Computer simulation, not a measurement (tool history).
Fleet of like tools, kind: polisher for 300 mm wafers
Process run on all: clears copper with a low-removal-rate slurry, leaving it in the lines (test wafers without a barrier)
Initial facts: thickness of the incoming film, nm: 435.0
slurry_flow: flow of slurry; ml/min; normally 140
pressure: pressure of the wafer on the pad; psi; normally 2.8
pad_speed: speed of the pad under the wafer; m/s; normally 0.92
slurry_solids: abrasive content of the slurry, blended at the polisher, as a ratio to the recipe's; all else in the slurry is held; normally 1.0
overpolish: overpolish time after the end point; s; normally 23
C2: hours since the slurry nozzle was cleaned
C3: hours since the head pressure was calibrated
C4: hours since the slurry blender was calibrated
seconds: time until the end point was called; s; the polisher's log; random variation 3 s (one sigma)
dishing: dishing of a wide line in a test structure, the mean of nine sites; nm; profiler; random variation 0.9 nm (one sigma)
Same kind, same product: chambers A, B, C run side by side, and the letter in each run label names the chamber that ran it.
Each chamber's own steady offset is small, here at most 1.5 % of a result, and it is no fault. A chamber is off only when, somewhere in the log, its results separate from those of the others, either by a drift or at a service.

run 1B hour=12.3 | slurry_flow=140 pressure=2.8 pad_speed=0.92 slurry_solids=1.0 overpolish=23 | wafers_polished_on_this_pad=622 C2=125.7 C3=182.1 C4=16.2 | seconds=152.13 dishing=43.449
-- hour=18.6 chamber A: slurry blender recalibrated
run 2A hour=25.4 | slurry_flow=140 pressure=2.8 pad_speed=0.92 slurry_solids=1.0 overpolish=23 | wafers_polished_on_this_pad=989 C2=333.6 C3=494.7 C4=6.8 | seconds=154.96 dishing=43.243
run 3C hour=36.1 | slurry_flow=140 pressure=2.8 pad_speed=0.92 slurry_solids=1.0 overpolish=23 | wafers_polished_on_this_pad=500 C2=332.1 C3=507.6 C4=394.5 | seconds=149.52 dishing=44.738
-- hour=40.0 chamber C: worn pad replaced by a new one
run 4B hour=46.2 | slurry_flow=140 pressure=2.8 pad_speed=0.92 slurry_solids=1.0 overpolish=23 | wafers_polished_on_this_pad=783 C2=159.6 C3=216.0 C4=50.1 | seconds=152.62 dishing=46.200
-- hour=51.5 chamber C: slurry blender recalibrated
run 5C hour=54.7 | slurry_flow=140 pressure=2.8 pad_speed=0.92 slurry_solids=0.7 overpolish=29 | wafers_polished_on_this_pad=70 C2=350.7 C3=526.2 C4=3.3 | seconds=161.78 dishing=50.673
run 6A hour=63.5 | slurry_flow=140 pressure=2.8 pad_speed=0.92 slurry_solids=0.7 overpolish=29 | wafers_polished_on_this_pad=1170 C2=371.7 C3=532.8 C4=44.9 | seconds=158.58 dishing=48.170
run 7C hour=76.2 | slurry_flow=140 pressure=2.8 pad_speed=0.92 slurry_solids=0.7 overpolish=29 | wafers_polished_on_this_pad=172 C2=372.2 C3=547.7 C4=24.8 | seconds=168.03 dishing=50.561
-- hour=89.0 chamber B: worn pad replaced by a new one
run 8A hour=89.7 | slurry_flow=140 pressure=2.8 pad_speed=0.92 slurry_solids=1.0 overpolish=23 | wafers_polished_on_this_pad=1294 C2=397.9 C3=559.0 C4=71.1 | seconds=155.26 dishing=42.221
run 9B hour=96.7 | slurry_flow=140 pressure=2.8 pad_speed=0.92 slurry_solids=1.0 overpolish=23 | wafers_polished_on_this_pad=36 C2=210.1 C3=266.5 C4=100.6 | seconds=150.02 dishing=45.060
-- hour=102.8 chamber B: slurry blender recalibrated
-- hour=103.7 chamber A: slurry nozzle cleaned
-- hour=107.9 chamber A: slurry blender recalibrated
run 10A hour=109.5 | slurry_flow=180 pressure=2.8 pad_speed=0.64 slurry_solids=1.0 overpolish=23 | wafers_polished_on_this_pad=1388 C2=5.9 C3=578.8 C4=1.6 | seconds=205.92 dishing=33.292
run 11B hour=120.5 | slurry_flow=180 pressure=2.8 pad_speed=0.64 slurry_solids=1.0 overpolish=23 | wafers_polished_on_this_pad=149 C2=233.9 C3=290.3 C4=17.8 | seconds=208.62 dishing=33.365
-- hour=123.1 chamber A: worn pad replaced by a new one
run 12C hour=131.7 | slurry_flow=180 pressure=2.8 pad_speed=0.64 slurry_solids=1.0 overpolish=23 | wafers_polished_on_this_pad=435 C2=427.7 C3=603.2 C4=80.3 | seconds=209.20 dishing=34.160
run 13B hour=138.1 | slurry_flow=140 pressure=2.8 pad_speed=0.92 slurry_solids=1.0 overpolish=23 | wafers_polished_on_this_pad=233 C2=251.5 C3=307.9 C4=35.4 | seconds=148.69 dishing=45.441
run 14A hour=146.2 | slurry_flow=140 pressure=2.8 pad_speed=0.92 slurry_solids=1.0 overpolish=23 | wafers_polished_on_this_pad=109 C2=42.6 C3=615.5 C4=38.3 | seconds=152.45 dishing=44.334
run 15C hour=154.6 | slurry_flow=140 pressure=3.5 pad_speed=0.74 slurry_solids=1.0 overpolish=23 | wafers_polished_on_this_pad=544 C2=450.6 C3=626.1 C4=103.2 | seconds=147.65 dishing=44.464
-- hour=156.1 chamber C: worn pad replaced by a new one
run 16B hour=165.3 | slurry_flow=140 pressure=3.5 pad_speed=0.74 slurry_solids=1.0 overpolish=23 | wafers_polished_on_this_pad=362 C2=278.7 C3=335.1 C4=62.6 | seconds=154.09 dishing=45.666
run 17C hour=176.3 | slurry_flow=140 pressure=3.5 pad_speed=0.74 slurry_solids=1.0 overpolish=23 | wafers_polished_on_this_pad=95 C2=472.3 C3=647.8 C4=124.9 | seconds=149.28 dishing=45.258
run 18A hour=184.4 | slurry_flow=140 pressure=2.8 pad_speed=0.92 slurry_solids=1.0 overpolish=23 | wafers_polished_on_this_pad=291 C2=80.8 C3=653.7 C4=76.5 | seconds=149.80 dishing=44.246
run 19B hour=193.4 | slurry_flow=140 pressure=3.6 pad_speed=0.92 slurry_solids=1.0 overpolish=33 | wafers_polished_on_this_pad=496 C2=306.8 C3=363.2 C4=90.7 | seconds=119.39 dishing=73.245
-- hour=198.3 chamber A: slurry blender recalibrated
run 20A hour=203.1 | slurry_flow=140 pressure=3.6 pad_speed=0.92 slurry_solids=1.0 overpolish=33 | wafers_polished_on_this_pad=380 C2=99.5 C3=672.4 C4=4.9 | seconds=113.07 dishing=72.856
-- hour=211.6 chamber B: slurry blender recalibrated
run 21C hour=212.1 | slurry_flow=140 pressure=3.6 pad_speed=0.92 slurry_solids=1.0 overpolish=33 | wafers_polished_on_this_pad=266 C2=508.1 C3=683.6 C4=160.7 | seconds=115.87 dishing=78.951
-- hour=212.2 chamber B: slurry nozzle cleaned
run 22A hour=219.4 | slurry_flow=140 pressure=2.8 pad_speed=0.92 slurry_solids=1.0 overpolish=23 | wafers_polished_on_this_pad=457 C2=115.8 C3=688.7 C4=21.2 | seconds=153.46 dishing=45.183
run 23B hour=231.9 | slurry_flow=140 pressure=2.8 pad_speed=0.92 slurry_solids=1.0 overpolish=23 | wafers_polished_on_this_pad=678 C2=19.8 C3=401.7 C4=20.3 | seconds=155.03 dishing=45.425
run 24C hour=243.5 | slurry_flow=140 pressure=2.8 pad_speed=0.92 slurry_solids=1.0 overpolish=23 | wafers_polished_on_this_pad=415 C2=539.5 C3=715.0 C4=192.1 | seconds=146.66 dishing=44.865
run 25C hour=250.6 | slurry_flow=140 pressure=2.8 pad_speed=0.92 slurry_solids=1.0 overpolish=23 | wafers_polished_on_this_pad=448 C2=546.6 C3=722.1 C4=199.2 | seconds=149.43 dishing=45.362
run 26A hour=261.4 | slurry_flow=140 pressure=2.8 pad_speed=0.92 slurry_solids=1.0 overpolish=23 | wafers_polished_on_this_pad=657 C2=157.8 C3=730.7 C4=63.2 | seconds=153.73 dishing=45.158
run 27B hour=272.5 | slurry_flow=140 pressure=2.8 pad_speed=0.92 slurry_solids=1.0 overpolish=23 | wafers_polished_on_this_pad=871 C2=60.4 C3=442.3 C4=60.9 | seconds=151.11 dishing=43.351

The same settings go to every chamber for the next run, one line per chamber below. Forecast the results for each:
run 28A hour=282.6 | slurry_flow=140 pressure=2.8 pad_speed=0.92 slurry_solids=1.0 overpolish=23 | seconds=? dishing=?
run 28B hour=282.6 | slurry_flow=140 pressure=2.8 pad_speed=0.92 slurry_solids=1.0 overpolish=23 | seconds=? dishing=?
run 28C hour=282.6 | slurry_flow=140 pressure=2.8 pad_speed=0.92 slurry_solids=1.0 overpolish=23 | seconds=? dishing=?

run=28A seconds=154.45 dishing=42.639
run=28B seconds=152.51 dishing=43.318
run=28C seconds=149.60 dishing=43.104
